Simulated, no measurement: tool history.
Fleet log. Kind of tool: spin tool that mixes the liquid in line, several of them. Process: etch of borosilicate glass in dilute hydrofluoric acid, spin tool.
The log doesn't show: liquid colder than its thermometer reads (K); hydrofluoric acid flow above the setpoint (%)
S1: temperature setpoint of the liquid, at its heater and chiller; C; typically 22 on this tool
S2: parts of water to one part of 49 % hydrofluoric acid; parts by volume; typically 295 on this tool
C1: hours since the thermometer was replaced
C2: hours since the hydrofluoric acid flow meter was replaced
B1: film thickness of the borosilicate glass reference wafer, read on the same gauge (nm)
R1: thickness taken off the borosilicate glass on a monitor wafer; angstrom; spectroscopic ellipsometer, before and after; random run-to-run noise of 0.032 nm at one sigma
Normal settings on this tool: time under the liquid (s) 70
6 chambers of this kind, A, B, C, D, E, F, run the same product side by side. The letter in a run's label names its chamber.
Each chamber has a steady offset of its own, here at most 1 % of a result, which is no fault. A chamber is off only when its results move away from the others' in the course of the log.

run 1F day=0.554 | S1=22 S2=295 time_under_the_liquid_(s)=70 | C1=176.1 C2=625.9 | B1=110.01 | R1=45.643
run 2B day=0.929 | S1=22 S2=295 time_under_the_liquid_(s)=70 | C1=552.1 C2=871.3 | B1=109.97 | R1=45.871
run 3E day=1.438 | S1=22 S2=295 time_under_the_liquid_(s)=70 | C1=631.9 C2=1193.3 | B1=110.03 | R1=45.13
run 4A day=2.029 | S1=22 S2=295 time_under_the_liquid_(s)=70 | C1=1142.7 C2=700.9 | B1=109.99 | R1=46.15
run 5D day=2.412 | S1=22 S2=295 time_under_the_liquid_(s)=70 | C1=75.2 C2=457.4 | B1=110 | R1=45.658
run 6C day=3.046 | S1=22 S2=295 time_under_the_liquid_(s)=70 | C1=1907.7 C2=956.2 | B1=110.01 | R1=45.192
run 7F day=3.362 | S1=22 S2=295 time_under_the_liquid_(s)=70 | C1=243.5 C2=693.3 | B1=110.02 | R1=46.371
run 8A day=3.708 | S1=22 S2=295 time_under_the_liquid_(s)=70 | C1=1183 C2=741.2 | B1=109.99 | R1=45.939
run 9D day=4.071 | S1=22 S2=295 time_under_the_liquid_(s)=70 | C1=115 C2=497.2 | B1=109.99 | R1=45.739
run 10C day=4.596 | S1=22 S2=295 time_under_the_liquid_(s)=70 | C1=1944.9 C2=993.4 | B1=109.99 | R1=45.954
run 11B day=4.896 | S1=22 S2=295 time_under_the_liquid_(s)=70 | C1=647.3 C2=966.5 | B1=110.02 | R1=46.113
run 12E day=5.492 | S1=19 S2=295 time_under_the_liquid_(s)=70 | C1=729.2 C2=1290.6 | B1=109.95 | R1=40.638
-- day=5.612 chamber C: thermometer replaced
run 13B day=5.792 | S1=19 S2=295 time_under_the_liquid_(s)=70 | C1=668.8 C2=988 | B1=109.99 | R1=41.19
run 14C day=6.208 | S1=19 S2=295 time_under_the_liquid_(s)=70 | C1=14.4 C2=1032.1 | B1=110.03 | R1=41.154
run 15F day=6.642 | S1=19 S2=295 time_under_the_liquid_(s)=70 | C1=322.2 C2=772 | B1=109.97 | R1=41.126
-- day=6.812 chamber F: hydrofluoric acid flow meter replaced
run 16E day=7.158 | S1=19 S2=295 time_under_the_liquid_(s)=70 | C1=769.2 C2=1330.6 | B1=110 | R1=40.393
run 17D day=7.625 | S1=19 S2=295 time_under_the_liquid_(s)=70 | C1=200.3 C2=582.5 | B1=109.99 | R1=40.807
run 18A day=7.938 | S1=22 S2=250 time_under_the_liquid_(s)=70 | C1=1284.5 C2=842.7 | B1=109.99 | R1=56.231
run 19A day=8.225 | S1=22 S2=250 time_under_the_liquid_(s)=70 | C1=1291.4 C2=849.6 | B1=109.99 | R1=57.444
-- day=8.254 chamber A: thermometer replaced
run 20D day=8.733 | S1=22 S2=250 time_under_the_liquid_(s)=70 | C1=226.9 C2=609.1 | B1=110 | R1=56.59
run 21B day=9.104 | S1=22 S2=250 time_under_the_liquid_(s)=70 | C1=748.3 C2=1067.5 | B1=110.01 | R1=56.361
run 22C day=9.7 | S1=22 S2=250 time_under_the_liquid_(s)=70 | C1=98.2 C2=1115.9 | B1=109.98 | R1=56.424
run 23E day=10.217 | S1=22 S2=250 time_under_the_liquid_(s)=70 | C1=842.6 C2=1404 | B1=109.99 | R1=54.821
run 24F day=10.529 | S1=22 S2=295 time_under_the_liquid_(s)=70 | C1=415.5 C2=89.3 | B1=110.01 | R1=45.724
run 25F day=10.983 | S1=22 S2=295 time_under_the_liquid_(s)=70 | C1=426.4 C2=100.2 | B1=109.96 | R1=46.024
run 26C day=11.512 | S1=22 S2=295 time_under_the_liquid_(s)=70 | C1=141.7 C2=1159.4 | B1=110 | R1=46.044
run 27E day=11.862 | S1=22 S2=295 time_under_the_liquid_(s)=70 | C1=882.1 C2=1443.5 | B1=110.01 | R1=43.73
run 28D day=12.379 | S1=22 S2=295 time_under_the_liquid_(s)=110 | C1=314.4 C2=696.6 | B1=110.02 | R1=72.304
run 29B day=12.95 | S1=22 S2=295 time_under_the_liquid_(s)=110 | C1=840.6 C2=1159.8 | B1=109.97 | R1=72.666
run 30A day=13.392 | S1=22 S2=295 time_under_the_liquid_(s)=110 | C1=123.3 C2=973.6 | B1=109.99 | R1=72.208
run 31E day=13.938 | S1=22 S2=295 time_under_the_liquid_(s)=110 | C1=931.9 C2=1493.3 | B1=109.98 | R1=69.092
run 32A day=14.362 | S1=22 S2=295 time_under_the_liquid_(s)=110 | C1=146.6 C2=996.9 | B1=109.98 | R1=73.438
run 33B day=14.8 | S1=22 S2=295 time_under_the_liquid_(s)=110 | C1=885 C2=1204.2 | B1=109.99 | R1=71.787
run 34C day=15.183 | S1=22 S2=295 time_under_the_liquid_(s)=70 | C1=229.8 C2=1247.5 | B1=109.98 | R1=45.959
run 35F day=15.662 | S1=22 S2=295 time_under_the_liquid_(s)=70 | C1=538.7 C2=212.5 | B1=110.01 | R1=45.585
run 36D day=15.95 | S1=22 S2=295 time_under_the_liquid_(s)=70 | C1=400.1 C2=782.3 | B1=110.02 | R1=45.469
run 37E day=16.429 | S1=22 S2=295 time_under_the_liquid_(s)=70 | C1=991.7 C2=1553.1 | B1=110 | R1=43.264
run 38B day=17.038 | S1=22 S2=295 time_under_the_liquid_(s)=70 | C1=938.7 C2=1257.9 | B1=110 | R1=45.587
run 39C day=17.333 | S1=22 S2=295 time_under_the_liquid_(s)=70 | C1=281.4 C2=1299.1 | B1=110 | R1=46.194
run 40F day=17.962 | S1=22 S2=295 time_under_the_liquid_(s)=70 | C1=593.9 C2=267.7 | B1=109.98 | R1=45.908

Each of the 6 chambers runs these same settings next. Fill in every chamber's results:
run 41A day=18.417 | S1=22 S2=400 time_under_the_liquid_(s)=70 | R1=?
run 41B day=18.417 | S1=22 S2=400 time_under_the_liquid_(s)=70 | R1=?
run 41C day=18.417 | S1=22 S2=400 time_under_the_liquid_(s)=70 | R1=?
run 41D day=18.417 | S1=22 S2=400 time_under_the_liquid_(s)=70 | R1=?
run 41E day=18.417 | S1=22 S2=400 time_under_the_liquid_(s)=70 | R1=?
run 41F day=18.417 | S1=22 S2=400 time_under_the_liquid_(s)=70 | R1=?

run=41A R1=30.939
run=41B R1=30.674
run=41C R1=30.587
run=41D R1=30.869
run=41E R1=28.853
run=41F R1=30.974
